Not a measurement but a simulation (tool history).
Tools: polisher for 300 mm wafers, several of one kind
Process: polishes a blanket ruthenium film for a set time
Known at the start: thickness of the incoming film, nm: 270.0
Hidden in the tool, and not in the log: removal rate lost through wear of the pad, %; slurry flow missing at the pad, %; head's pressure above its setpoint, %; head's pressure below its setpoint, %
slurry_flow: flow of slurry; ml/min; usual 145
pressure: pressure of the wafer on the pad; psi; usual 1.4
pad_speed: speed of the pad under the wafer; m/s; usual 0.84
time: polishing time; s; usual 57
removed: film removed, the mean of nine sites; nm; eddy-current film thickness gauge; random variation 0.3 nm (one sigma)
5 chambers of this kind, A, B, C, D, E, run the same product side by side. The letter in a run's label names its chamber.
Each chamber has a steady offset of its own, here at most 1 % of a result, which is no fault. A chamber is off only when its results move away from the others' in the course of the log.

run	hour	slurry_flow	pressure	pad_speed	time	wafers polished on this pad	hours since the slurry nozzle was cleaned	hours since the head pressure was calibrated	removed
1D	3.9	145	1.4	0.84	57	319	344.8	363.1	30.352
2A	8.1	145	1.4	0.84	57	260	848.9	583.1	29.878
# hour 9.6: chamber B: worn pad replaced by a new one
3E	14.8	145	1.4	0.84	57	982	327.5	269.2	29.868
# hour 16.2: chamber A: slurry nozzle cleaned
4C	18.8	145	1.4	0.84	57	428	278.0	761.7	30.299
5B	25.2	145	1.4	0.84	57	185	93.0	487.2	30.349
# hour 30.2: chamber D: worn pad replaced by a new one
6B	31.7	145	1.4	0.84	57	262	99.5	493.7	29.779
# hour 34.0: chamber C: worn pad replaced by a new one
# hour 36.3: chamber A: worn pad replaced by a new one
7C	39.6	145	1.4	0.84	57	67	298.8	782.5	30.214
# hour 40.8: chamber E: worn pad replaced by a new one
8A	44.6	145	1.4	0.84	57	98	28.5	619.6	30.089
9D	52.2	145	1.4	0.84	57	261	393.1	411.4	30.003
# hour 53.3: chamber B: worn pad replaced by a new one
10E	58.6	145	1.4	0.84	57	211	371.3	313.0	30.429
11E	63.7	145	1.4	0.84	57	271	376.4	318.1	30.698
# hour 67.8: chamber E: slurry nozzle cleaned
12C	71.3	145	1.4	0.84	57	442	330.5	814.2	29.776
13A	75.7	145	1.1	0.84	76	467	59.6	650.7	31.506
# hour 81.2: chamber C: worn pad replaced by a new one
14B	83.1	145	1.1	0.84	76	353	150.9	545.1	31.694
15D	90.9	145	1.1	0.84	76	719	431.8	450.1	30.826
# hour 91.1: chamber A: worn pad replaced by a new one
# hour 92.2: chamber D: worn pad replaced by a new one
# hour 94.3: chamber B: head pressure recalibrated
16E	96.0	145	1.1	0.84	76	654	28.2	350.4	32.245
# hour 98.2: chamber B: worn pad replaced by a new one
17B	101.3	145	1.1	0.84	76	37	169.1	7.0	32.245
18D	105.5	145	1.4	0.84	57	157	446.4	464.7	29.935
19A	112.3	145	1.4	0.84	57	251	96.2	687.3	30.241
20C	118.4	145	1.4	0.84	57	440	377.6	861.3	29.558
21C	123.2	145	1.4	0.84	57	497	382.4	866.1	29.293
22A	128.5	105	1.4	0.84	57	443	112.4	703.5	28.169
# hour 130.4: chamber C: worn pad replaced by a new one
23D	132.3	105	1.4	0.84	57	474	473.2	491.5	28.666
24B	138.9	105	1.4	0.84	57	482	206.7	44.6	28.124
# hour 140.9: chamber A: worn pad replaced by a new one
# hour 142.0: chamber E: worn pad replaced by a new one
25E	144.4	105	1.4	0.84	57	28	76.6	398.8	28.405
26D	152.3	105	1.4	0.84	57	711	493.2	511.5	27.731
# hour 153.2: chamber B: worn pad replaced by a new one
# hour 156.7: chamber D: worn pad replaced by a new one
27B	157.6	145	1.4	0.84	57	52	225.4	63.3	30.020
28A	161.3	145	1.4	0.84	57	242	145.2	736.3	30.009
29E	168.0	145	1.4	0.84	57	308	100.2	422.4	30.290
30C	174.6	145	1.4	0.84	57	524	433.8	917.5	28.153
# hour 179.4: chamber C: worn pad replaced by a new one
31E	180.7	145	1.4	0.84	57	458	112.9	435.1	30.275
32B	185.9	145	1.4	0.84	57	387	253.7	91.6	30.139
33D	191.4	145	1.4	0.84	57	411	532.3	550.6	29.775
# hour 193.2: chamber A: worn pad replaced by a new one
34C	195.7	190	0.9	0.84	57	193	454.9	938.6	19.250
35A	202.7	190	0.9	0.84	57	113	186.6	777.7	20.501
# hour 203.3: chamber B: worn pad replaced by a new one
# hour 204.8: chamber B: slurry nozzle cleaned
36A	210.4	190	0.9	0.84	57	204	194.3	785.4	20.669
# hour 213.2: chamber D: worn pad replaced by a new one
37B	218.2	190	0.9	0.84	57	177	13.5	123.9	20.236
38E	222.8	190	0.9	0.84	57	957	155.0	477.2	20.024
# hour 225.6: chamber C: worn pad replaced by a new one
39C	229.7	145	1.4	0.84	57	48	488.9	972.6	28.368
40D	233.9	105	1.4	0.84	57	245	574.8	593.1	28.111
41E	237.4	105	1.4	0.84	57	1129	169.6	491.8	27.693
42C	240.9	105	1.4	0.84	57	181	500.1	983.8	26.644
# hour 243.6: chamber A: worn pad replaced by a new one
43B	245.0	105	1.4	0.84	57	494	40.3	150.7	28.629
44A	250.3	105	1.4	0.84	57	80	234.2	825.3	28.026

Next, every chamber runs the same settings. What will each give?
45A	256.0	145	1.4	0.56	57				?
45B	256.0	145	1.4	0.56	57				?
45C	256.0	145	1.4	0.56	57				?
45D	256.0	145	1.4	0.56	57				?
45E	256.0	145	1.4	0.56	57				?

run	removed
45A	19.903
45B	20.147
45C	18.826
45D	19.759
45E	20.131

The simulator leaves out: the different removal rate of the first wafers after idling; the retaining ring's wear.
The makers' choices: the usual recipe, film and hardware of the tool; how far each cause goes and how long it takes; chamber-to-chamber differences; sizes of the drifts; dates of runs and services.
